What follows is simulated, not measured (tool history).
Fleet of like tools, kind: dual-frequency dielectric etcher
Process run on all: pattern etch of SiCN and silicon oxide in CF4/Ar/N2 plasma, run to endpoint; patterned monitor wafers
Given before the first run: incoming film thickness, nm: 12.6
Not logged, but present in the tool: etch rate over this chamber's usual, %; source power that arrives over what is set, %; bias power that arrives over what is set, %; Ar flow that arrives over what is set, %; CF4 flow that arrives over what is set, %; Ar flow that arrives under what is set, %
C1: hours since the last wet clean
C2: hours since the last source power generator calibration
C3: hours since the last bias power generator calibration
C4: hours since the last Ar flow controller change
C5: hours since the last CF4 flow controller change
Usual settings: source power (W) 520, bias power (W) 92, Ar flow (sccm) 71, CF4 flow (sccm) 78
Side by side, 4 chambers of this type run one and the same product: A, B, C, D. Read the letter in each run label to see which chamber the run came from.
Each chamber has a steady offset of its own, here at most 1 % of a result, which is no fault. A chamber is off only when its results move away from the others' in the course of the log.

{"run": "1B", "hour": 8.1, "source power (W)": 520, "bias power (W)": 92, "Ar flow (sccm)": 71, "CF4 flow (sccm)": 78, "C1": 122.2, "C2": 576.6, "C3": 3156.5, "C4": 3504.2, "C5": 2552.8, "endpoint time (s)": 11.161}
{"run": "2A", "hour": 17.0, "source power (W)": 520, "bias power (W)": 92, "Ar flow (sccm)": 71, "CF4 flow (sccm)": 78, "C1": 274, "C2": 621.9, "C3": 2100.2, "C4": 4958.9, "C5": 1272.8, "endpoint time (s)": 11.04}
{"hour": 20.6, "done": "chamber D: wet clean of the chamber"}
{"run": "3C", "hour": 26.0, "source power (W)": 520, "bias power (W)": 92, "Ar flow (sccm)": 71, "CF4 flow (sccm)": 78, "C1": 308.9, "C2": 566.9, "C3": 928.6, "C4": 164.3, "C5": 1285, "endpoint time (s)": 11.239}
{"hour": 28.3, "done": "chamber B: Ar flow controller replaced"}
{"run": "4D", "hour": 31.2, "source power (W)": 520, "bias power (W)": 92, "Ar flow (sccm)": 71, "CF4 flow (sccm)": 78, "C1": 10.6, "C2": 441.6, "C3": 811.7, "C4": 2857.7, "C5": 84.6, "endpoint time (s)": 11.13}
{"hour": 31.6, "done": "chamber D: Ar flow controller replaced"}
{"run": "5B", "hour": 37.4, "source power (W)": 520, "bias power (W)": 92, "Ar flow (sccm)": 71, "CF4 flow (sccm)": 78, "C1": 151.5, "C2": 605.9, "C3": 3185.8, "C4": 9.1, "C5": 2582.1, "endpoint time (s)": 11.27}
{"hour": 41.1, "done": "chamber C: wet clean of the chamber"}
{"run": "6C", "hour": 45.7, "source power (W)": 520, "bias power (W)": 92, "Ar flow (sccm)": 71, "CF4 flow (sccm)": 78, "C1": 4.6, "C2": 586.6, "C3": 948.3, "C4": 184, "C5": 1304.7, "endpoint time (s)": 11.185}
{"run": "7D", "hour": 54.4, "source power (W)": 520, "bias power (W)": 92, "Ar flow (sccm)": 71, "CF4 flow (sccm)": 78, "C1": 33.8, "C2": 464.8, "C3": 834.9, "C4": 22.9, "C5": 107.8, "endpoint time (s)": 11.247}
{"run": "8A", "hour": 59.3, "source power (W)": 520, "bias power (W)": 92, "Ar flow (sccm)": 71, "CF4 flow (sccm)": 78, "C1": 316.3, "C2": 664.2, "C3": 2142.5, "C4": 5001.2, "C5": 1315.1, "endpoint time (s)": 11.036}
{"run": "9B", "hour": 64.9, "source power (W)": 520, "bias power (W)": 92, "Ar flow (sccm)": 71, "CF4 flow (sccm)": 78, "C1": 179, "C2": 633.4, "C3": 3213.3, "C4": 36.6, "C5": 2609.6, "endpoint time (s)": 11.092}
{"run": "10A", "hour": 70.7, "source power (W)": 520, "bias power (W)": 92, "Ar flow (sccm)": 71, "CF4 flow (sccm)": 78, "C1": 327.7, "C2": 675.6, "C3": 2153.9, "C4": 5012.6, "C5": 1326.5, "endpoint time (s)": 11.098}
{"run": "11D", "hour": 77.2, "source power (W)": 520, "bias power (W)": 92, "Ar flow (sccm)": 71, "CF4 flow (sccm)": 78, "C1": 56.6, "C2": 487.6, "C3": 857.7, "C4": 45.7, "C5": 130.6, "endpoint time (s)": 11.107}
{"run": "12C", "hour": 86.4, "source power (W)": 520, "bias power (W)": 92, "Ar flow (sccm)": 71, "CF4 flow (sccm)": 78, "C1": 45.3, "C2": 627.3, "C3": 989, "C4": 224.7, "C5": 1345.4, "endpoint time (s)": 11.13}
{"run": "13B", "hour": 94.6, "source power (W)": 520, "bias power (W)": 92, "Ar flow (sccm)": 71, "CF4 flow (sccm)": 78, "C1": 208.7, "C2": 663.1, "C3": 3243, "C4": 66.3, "C5": 2639.3, "endpoint time (s)": 11.17}
{"run": "14D", "hour": 102.3, "source power (W)": 520, "bias power (W)": 92, "Ar flow (sccm)": 71, "CF4 flow (sccm)": 78, "C1": 81.7, "C2": 512.7, "C3": 882.8, "C4": 70.8, "C5": 155.7, "endpoint time (s)": 11.195}
{"run": "15A", "hour": 111.4, "source power (W)": 480, "bias power (W)": 81, "Ar flow (sccm)": 71, "CF4 flow (sccm)": 78, "C1": 368.4, "C2": 716.3, "C3": 2194.6, "C4": 5053.3, "C5": 1367.2, "endpoint time (s)": 12.292}
{"run": "16C", "hour": 119.0, "source power (W)": 480, "bias power (W)": 81, "Ar flow (sccm)": 71, "CF4 flow (sccm)": 78, "C1": 77.9, "C2": 659.9, "C3": 1021.6, "C4": 257.3, "C5": 1378, "endpoint time (s)": 12.674}
{"run": "17C", "hour": 124.0, "source power (W)": 480, "bias power (W)": 81, "Ar flow (sccm)": 71, "CF4 flow (sccm)": 78, "C1": 82.9, "C2": 664.9, "C3": 1026.6, "C4": 262.3, "C5": 1383, "endpoint time (s)": 12.546}
{"run": "18A", "hour": 130.0, "source power (W)": 480, "bias power (W)": 81, "Ar flow (sccm)": 71, "CF4 flow (sccm)": 78, "C1": 387, "C2": 734.9, "C3": 2213.2, "C4": 5071.9, "C5": 1385.8, "endpoint time (s)": 12.418}
{"run": "19B", "hour": 136.9, "source power (W)": 520, "bias power (W)": 92, "Ar flow (sccm)": 71, "CF4 flow (sccm)": 78, "C1": 251, "C2": 705.4, "C3": 3285.3, "C4": 108.6, "C5": 2681.6, "endpoint time (s)": 11.134}
{"run": "20D", "hour": 143.7, "source power (W)": 520, "bias power (W)": 92, "Ar flow (sccm)": 71, "CF4 flow (sccm)": 78, "C1": 123.1, "C2": 554.1, "C3": 924.2, "C4": 112.2, "C5": 197.1, "endpoint time (s)": 11.23}
{"run": "21C", "hour": 149.6, "source power (W)": 520, "bias power (W)": 92, "Ar flow (sccm)": 71, "CF4 flow (sccm)": 78, "C1": 108.5, "C2": 690.5, "C3": 1052.2, "C4": 287.9, "C5": 1408.6, "endpoint time (s)": 11.194}
{"run": "22A", "hour": 158.6, "source power (W)": 520, "bias power (W)": 92, "Ar flow (sccm)": 71, "CF4 flow (sccm)": 78, "C1": 415.6, "C2": 763.5, "C3": 2241.8, "C4": 5100.5, "C5": 1414.4, "endpoint time (s)": 11.187}
{"run": "23D", "hour": 166.2, "source power (W)": 520, "bias power (W)": 92, "Ar flow (sccm)": 71, "CF4 flow (sccm)": 78, "C1": 145.6, "C2": 576.6, "C3": 946.7, "C4": 134.7, "C5": 219.6, "endpoint time (s)": 11.148}
{"run": "24B", "hour": 174.2, "source power (W)": 520, "bias power (W)": 92, "Ar flow (sccm)": 71, "CF4 flow (sccm)": 78, "C1": 288.3, "C2": 742.7, "C3": 3322.6, "C4": 145.9, "C5": 2718.9, "endpoint time (s)": 11.141}
{"run": "25D", "hour": 183.3, "source power (W)": 520, "bias power (W)": 92, "Ar flow (sccm)": 63, "CF4 flow (sccm)": 78, "C1": 162.7, "C2": 593.7, "C3": 963.8, "C4": 151.8, "C5": 236.7, "endpoint time (s)": 10.975}

Is one chamber off against the others, does the gauge drift, or is nothing wrong? If a chamber is off, say which, and what the likeliest cause is.

No chamber stands off beyond its own small offset, and the gauge holds steady.
